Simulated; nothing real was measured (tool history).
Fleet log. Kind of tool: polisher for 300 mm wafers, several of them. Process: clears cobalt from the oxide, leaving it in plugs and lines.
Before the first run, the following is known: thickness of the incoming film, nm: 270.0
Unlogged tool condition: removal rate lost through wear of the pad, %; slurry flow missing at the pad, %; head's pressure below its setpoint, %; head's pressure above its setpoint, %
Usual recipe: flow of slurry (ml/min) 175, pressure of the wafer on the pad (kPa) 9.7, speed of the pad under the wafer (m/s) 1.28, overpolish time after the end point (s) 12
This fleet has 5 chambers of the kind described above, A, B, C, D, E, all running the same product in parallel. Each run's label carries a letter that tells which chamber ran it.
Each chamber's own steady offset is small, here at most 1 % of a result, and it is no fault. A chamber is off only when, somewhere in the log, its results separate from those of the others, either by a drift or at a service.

run,hour,flow of slurry (ml/min),pressure of the wafer on the pad (kPa),speed of the pad under the wafer (m/s),overpolish time after the end point (s),wafers polished on this pad,hours since the slurry nozzle was cleaned,hours since the head pressure was calibrated,time until the end point was called (s),dishing of a wide line in a test structure (angstrom)
1E,8.9,175,9.7,1.28,12,830,386.0,735.6,63.807,193.99
# hour 13.7: chamber D: worn pad replaced by a new one
2C,16.3,175,9.7,1.28,12,708,311.4,162.9,62.206,196.69
# hour 18.3: chamber E: head pressure recalibrated
# hour 24.0: chamber E: worn pad replaced by a new one
# hour 25.7: chamber A: slurry nozzle cleaned
3A,28.8,175,9.7,1.28,12,394,3.2,93.5,63.204,197.45
# hour 33.7: chamber C: worn pad replaced by a new one
4B,35.9,175,9.7,1.28,12,960,321.0,372.6,63.148,194.30
5D,47.1,175,9.7,1.28,12,449,147.6,287.5,63.109,192.18
6E,56.6,175,9.7,1.28,12,438,433.7,38.4,64.581,198.57
7B,63.4,155,9.7,1.28,15,1329,348.5,400.1,64.583,206.86
8A,73.6,155,9.7,1.28,15,996,48.0,138.3,64.648,208.11
9D,83.7,155,9.7,1.28,15,940,184.2,324.1,64.431,206.18
# hour 84.8: chamber D: worn pad replaced by a new one
# hour 86.5: chamber A: worn pad replaced by a new one
# hour 87.9: chamber C: slurry nozzle cleaned
# hour 88.8: chamber E: worn pad replaced by a new one
# hour 91.9: chamber C: worn pad replaced by a new one
10C,95.4,155,9.7,1.28,15,47,7.5,242.0,64.301,201.98
11C,107.4,155,9.7,1.28,15,208,19.5,254.0,65.369,210.03
12A,118.6,175,9.7,1.28,12,432,93.0,183.3,64.145,198.42
13B,125.0,175,9.7,1.28,12,2156,410.1,461.7,63.117,191.32
14E,136.3,175,9.7,1.10,12,638,513.4,118.1,74.181,194.14
15D,145.7,175,9.7,1.10,12,819,246.2,386.1,73.856,186.09
# hour 155.5: chamber C: worn pad replaced by a new one
16E,157.4,175,9.7,1.10,12,921,534.5,139.2,74.190,191.74
# hour 162.0: chamber D: worn pad replaced by a new one
# hour 163.0: chamber E: worn pad replaced by a new one
17A,164.2,175,9.7,1.10,12,1044,138.6,228.9,72.338,193.19
# hour 164.8: chamber B: head pressure recalibrated
18C,172.0,175,9.7,1.10,12,221,84.1,318.6,73.763,184.75
# hour 174.4: chamber A: worn pad replaced by a new one
# hour 175.9: chamber D: head pressure recalibrated
19D,179.9,175,9.7,1.28,12,241,280.4,4.0,63.044,201.02
20B,186.7,175,9.7,1.28,12,2985,471.8,21.9,64.488,193.46
21E,197.0,175,9.7,1.28,12,456,574.1,178.8,64.072,197.38
# hour 199.6: chamber C: head pressure recalibrated
22A,205.1,175,9.7,1.28,12,412,179.5,269.8,62.094,195.74
23B,216.0,155,9.7,0.92,12,3378,501.1,51.2,90.099,177.16
# hour 220.6: chamber D: worn pad replaced by a new one
# hour 221.3: chamber C: worn pad replaced by a new one
24C,223.2,155,9.7,0.92,12,26,135.3,23.6,90.018,181.63
# hour 231.1: chamber B: slurry nozzle cleaned
25D,232.1,155,9.7,0.92,12,154,332.6,56.2,88.910,172.45
26D,238.4,155,9.7,0.92,12,239,338.9,62.5,88.962,178.12
# hour 239.8: chamber E: worn pad replaced by a new one
27E,251.1,155,9.7,0.92,12,152,628.2,232.9,90.155,180.58
# hour 252.4: chamber A: worn pad replaced by a new one
# hour 252.9: chamber A: head pressure recalibrated
28B,259.0,175,9.7,1.28,12,3956,28.0,94.2,67.215,193.61
29A,265.2,175,9.7,1.28,12,172,239.6,12.3,62.468,193.89
30C,277.9,175,9.7,1.28,12,761,190.0,78.3,64.401,193.50
# hour 283.2: chamber D: worn pad replaced by a new one
31B,286.1,175,9.7,1.28,17,4320,55.1,121.3,67.778,207.17
# hour 286.7: chamber C: worn pad replaced by a new one
32E,291.9,175,9.7,1.28,17,700,669.0,273.7,63.037,213.49
# hour 302.2: chamber E: worn pad replaced by a new one
33D,303.0,175,9.7,1.28,17,265,403.5,127.1,62.969,210.88
34C,310.2,175,9.7,1.28,17,316,222.3,110.6,63.288,206.35
# hour 319.5: chamber A: worn pad replaced by a new one
35A,323.6,175,9.7,1.28,17,56,298.0,70.7,63.346,209.92
36E,330.1,175,9.7,1.28,12,374,707.2,311.9,62.775,202.84
37A,337.2,175,9.7,1.28,12,238,311.6,84.3,63.632,197.30

Each of the 5 chambers runs these same settings next. Fill in every chamber's results:
38A,346.8,175,9.7,1.44,12,,,,?,?
38B,346.8,175,9.7,1.44,12,,,,?,?
38C,346.8,175,9.7,1.44,12,,,,?,?
38D,346.8,175,9.7,1.44,12,,,,?,?
38E,346.8,175,9.7,1.44,12,,,,?,?

run,time until the end point was called (s),dishing of a wide line in a test structure (angstrom)
38A,55.085,202.24
38B,61.212,195.78
38C,55.655,200.61
38D,55.871,203.46
38E,56.783,206.61
